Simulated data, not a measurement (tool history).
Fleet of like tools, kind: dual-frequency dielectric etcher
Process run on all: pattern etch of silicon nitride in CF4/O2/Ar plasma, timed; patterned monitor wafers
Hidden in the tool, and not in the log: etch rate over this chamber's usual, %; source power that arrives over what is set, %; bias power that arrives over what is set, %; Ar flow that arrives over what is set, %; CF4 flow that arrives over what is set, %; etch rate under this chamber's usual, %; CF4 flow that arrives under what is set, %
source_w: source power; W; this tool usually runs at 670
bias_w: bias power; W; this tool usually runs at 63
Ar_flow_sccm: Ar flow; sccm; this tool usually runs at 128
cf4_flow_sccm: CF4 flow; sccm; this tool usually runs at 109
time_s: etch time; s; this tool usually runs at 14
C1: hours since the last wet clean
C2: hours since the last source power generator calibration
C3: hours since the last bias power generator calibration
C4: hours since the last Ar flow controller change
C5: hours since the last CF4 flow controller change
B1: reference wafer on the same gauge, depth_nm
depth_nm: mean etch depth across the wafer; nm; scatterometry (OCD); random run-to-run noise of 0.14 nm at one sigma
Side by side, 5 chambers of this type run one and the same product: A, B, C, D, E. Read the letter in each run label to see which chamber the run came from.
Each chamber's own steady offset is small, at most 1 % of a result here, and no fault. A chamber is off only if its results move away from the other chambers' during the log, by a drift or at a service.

run 1B hour=8.7 | source_w=670 bias_w=63 Ar_flow_sccm=128 cf4_flow_sccm=109 time_s=14 | C1=625.6 C2=856.2 C3=973.6 C4=583.6 C5=203.3 | B1=39.394 | depth_nm=36.768
run 2A hour=14.1 | source_w=670 bias_w=63 Ar_flow_sccm=128 cf4_flow_sccm=109 time_s=14 | C1=195.9 C2=2055.5 C3=343.0 C4=3069.5 C5=1026.2 | B1=39.369 | depth_nm=36.744
run 3C hour=19.6 | source_w=670 bias_w=63 Ar_flow_sccm=128 cf4_flow_sccm=109 time_s=14 | C1=331.6 C2=1978.8 C3=559.1 C4=2441.2 C5=806.4 | B1=39.404 | depth_nm=36.457
run 4E hour=27.4 | source_w=670 bias_w=63 Ar_flow_sccm=128 cf4_flow_sccm=109 time_s=14 | C1=346.4 C2=203.2 C3=3129.5 C4=2072.7 C5=2944.1 | B1=39.416 | depth_nm=36.746
-- hour=35.3 chamber B: wet clean of the chamber
run 5D hour=37.4 | source_w=670 bias_w=63 Ar_flow_sccm=128 cf4_flow_sccm=109 time_s=14 | C1=412.8 C2=644.1 C3=3978.2 C4=3137.3 C5=60.2 | B1=39.399 | depth_nm=36.595
run 6E hour=47.5 | source_w=670 bias_w=63 Ar_flow_sccm=128 cf4_flow_sccm=109 time_s=14 | C1=366.5 C2=223.3 C3=3149.6 C4=2092.8 C5=2964.2 | B1=39.379 | depth_nm=36.633
run 7B hour=54.9 | source_w=670 bias_w=63 Ar_flow_sccm=128 cf4_flow_sccm=109 time_s=14 | C1=19.6 C2=902.4 C3=1019.8 C4=629.8 C5=249.5 | B1=39.395 | depth_nm=36.649
run 8A hour=61.6 | source_w=670 bias_w=63 Ar_flow_sccm=128 cf4_flow_sccm=109 time_s=14 | C1=243.4 C2=2103.0 C3=390.5 C4=3117.0 C5=1073.7 | B1=39.398 | depth_nm=36.608
-- hour=65.6 chamber D: wet clean of the chamber
-- hour=68.0 chamber D: bias power generator calibrated
run 9C hour=72.5 | source_w=670 bias_w=63 Ar_flow_sccm=128 cf4_flow_sccm=109 time_s=14 | C1=384.5 C2=2031.7 C3=612.0 C4=2494.1 C5=859.3 | B1=39.446 | depth_nm=37.174
run 10D hour=79.0 | source_w=670 bias_w=63 Ar_flow_sccm=128 cf4_flow_sccm=109 time_s=14 | C1=13.4 C2=685.7 C3=11.1 C4=3178.9 C5=101.8 | B1=39.405 | depth_nm=36.565
run 11C hour=88.3 | source_w=670 bias_w=63 Ar_flow_sccm=128 cf4_flow_sccm=109 time_s=14 | C1=400.3 C2=2047.5 C3=627.8 C4=2509.9 C5=875.1 | B1=39.428 | depth_nm=36.750
run 12D hour=94.8 | source_w=670 bias_w=63 Ar_flow_sccm=128 cf4_flow_sccm=109 time_s=14 | C1=29.2 C2=701.5 C3=26.9 C4=3194.7 C5=117.6 | B1=39.417 | depth_nm=36.501
run 13B hour=103.8 | source_w=670 bias_w=63 Ar_flow_sccm=128 cf4_flow_sccm=109 time_s=14 | C1=68.5 C2=951.3 C3=1068.7 C4=678.7 C5=298.4 | B1=39.401 | depth_nm=36.811
run 14E hour=110.6 | source_w=670 bias_w=63 Ar_flow_sccm=128 cf4_flow_sccm=109 time_s=14 | C1=429.6 C2=286.4 C3=3212.7 C4=2155.9 C5=3027.3 | B1=39.418 | depth_nm=36.857
run 15A hour=117.1 | source_w=670 bias_w=63 Ar_flow_sccm=128 cf4_flow_sccm=109 time_s=14 | C1=298.9 C2=2158.5 C3=446.0 C4=3172.5 C5=1129.2 | B1=39.331 | depth_nm=36.899
-- hour=121.4 chamber C: wet clean of the chamber
run 16B hour=123.3 | source_w=670 bias_w=63 Ar_flow_sccm=128 cf4_flow_sccm=109 time_s=14 | C1=88.0 C2=970.8 C3=1088.2 C4=698.2 C5=317.9 | B1=39.400 | depth_nm=36.463
run 17C hour=128.4 | source_w=670 bias_w=73 Ar_flow_sccm=145 cf4_flow_sccm=109 time_s=14 | C1=7.1 C2=2087.6 C3=667.9 C4=2550.0 C5=915.2 | B1=39.403 | depth_nm=38.214
-- hour=134.8 chamber E: wet clean of the chamber
run 18E hour=139.0 | source_w=670 bias_w=73 Ar_flow_sccm=145 cf4_flow_sccm=109 time_s=14 | C1=4.2 C2=314.8 C3=3241.1 C4=2184.3 C5=3055.7 | B1=39.427 | depth_nm=38.329
run 19D hour=145.2 | source_w=670 bias_w=73 Ar_flow_sccm=145 cf4_flow_sccm=109 time_s=14 | C1=79.6 C2=751.9 C3=77.3 C4=3245.1 C5=168.0 | B1=39.423 | depth_nm=38.095
run 20A hour=150.2 | source_w=670 bias_w=73 Ar_flow_sccm=145 cf4_flow_sccm=109 time_s=14 | C1=332.0 C2=2191.6 C3=479.1 C4=3205.6 C5=1162.3 | B1=39.389 | depth_nm=38.479
run 21B hour=159.2 | source_w=670 bias_w=73 Ar_flow_sccm=145 cf4_flow_sccm=109 time_s=14 | C1=123.9 C2=1006.7 C3=1124.1 C4=734.1 C5=353.8 | B1=39.412 | depth_nm=38.361
run 22C hour=168.8 | source_w=670 bias_w=63 Ar_flow_sccm=128 cf4_flow_sccm=109 time_s=14 | C1=47.5 C2=2128.0 C3=708.3 C4=2590.4 C5=955.6 | B1=39.380 | depth_nm=36.985
run 23D hour=179.7 | source_w=670 bias_w=63 Ar_flow_sccm=128 cf4_flow_sccm=109 time_s=14 | C1=114.1 C2=786.4 C3=111.8 C4=3279.6 C5=202.5 | B1=39.453 | depth_nm=36.235
run 24A hour=187.4 | source_w=670 bias_w=63 Ar_flow_sccm=128 cf4_flow_sccm=109 time_s=14 | C1=369.2 C2=2228.8 C3=516.3 C4=3242.8 C5=1199.5 | B1=39.376 | depth_nm=36.885
run 25E hour=192.7 | source_w=670 bias_w=63 Ar_flow_sccm=128 cf4_flow_sccm=109 time_s=14 | C1=57.9 C2=368.5 C3=3294.8 C4=2238.0 C5=3109.4 | B1=39.452 | depth_nm=36.866
run 26E hour=202.6 | source_w=670 bias_w=63 Ar_flow_sccm=128 cf4_flow_sccm=109 time_s=14 | C1=67.8 C2=378.4 C3=3304.7 C4=2247.9 C5=3119.3 | B1=39.415 | depth_nm=36.674
run 27B hour=207.5 | source_w=670 bias_w=63 Ar_flow_sccm=128 cf4_flow_sccm=109 time_s=14 | C1=172.2 C2=1055.0 C3=1172.4 C4=782.4 C5=402.1 | B1=39.385 | depth_nm=36.586
run 28D hour=216.3 | source_w=670 bias_w=63 Ar_flow_sccm=142 cf4_flow_sccm=109 time_s=14 | C1=150.7 C2=823.0 C3=148.4 C4=3316.2 C5=239.1 | B1=39.387 | depth_nm=35.742
-- hour=220.7 chamber E: bias power generator calibrated
run 29C hour=221.3 | source_w=670 bias_w=63 Ar_flow_sccm=142 cf4_flow_sccm=109 time_s=14 | C1=100.0 C2=2180.5 C3=760.8 C4=2642.9 C5=1008.1 | B1=39.405 | depth_nm=36.246
run 30A hour=228.9 | source_w=670 bias_w=63 Ar_flow_sccm=142 cf4_flow_sccm=109 time_s=14 | C1=410.7 C2=2270.3 C3=557.8 C4=3284.3 C5=1241.0 | B1=39.414 | depth_nm=36.364
run 31B hour=234.6 | source_w=670 bias_w=63 Ar_flow_sccm=142 cf4_flow_sccm=109 time_s=14 | C1=199.3 C2=1082.1 C3=1199.5 C4=809.5 C5=429.2 | B1=39.386 | depth_nm=36.080
run 32C hour=241.7 | source_w=670 bias_w=63 Ar_flow_sccm=142 cf4_flow_sccm=109 time_s=14 | C1=120.4 C2=2200.9 C3=781.2 C4=2663.3 C5=1028.5 | B1=39.387 | depth_nm=36.494
run 33E hour=247.5 | source_w=670 bias_w=63 Ar_flow_sccm=128 cf4_flow_sccm=124 time_s=14 | C1=112.7 C2=423.3 C3=26.8 C4=2292.8 C5=3164.2 | B1=39.394 | depth_nm=37.368
run 34D hour=253.9 | source_w=670 bias_w=63 Ar_flow_sccm=128 cf4_flow_sccm=124 time_s=14 | C1=188.3 C2=860.6 C3=186.0 C4=3353.8 C5=276.7 | B1=39.406 | depth_nm=37.186

What goes on in this fleet: one chamber off, a drifting gauge, or nothing beyond the chambers' own small offsets? Name the chamber and the cause, if any.

No chamber is off and the gauge is stable; the differences are just each chamber's small, constant offset.
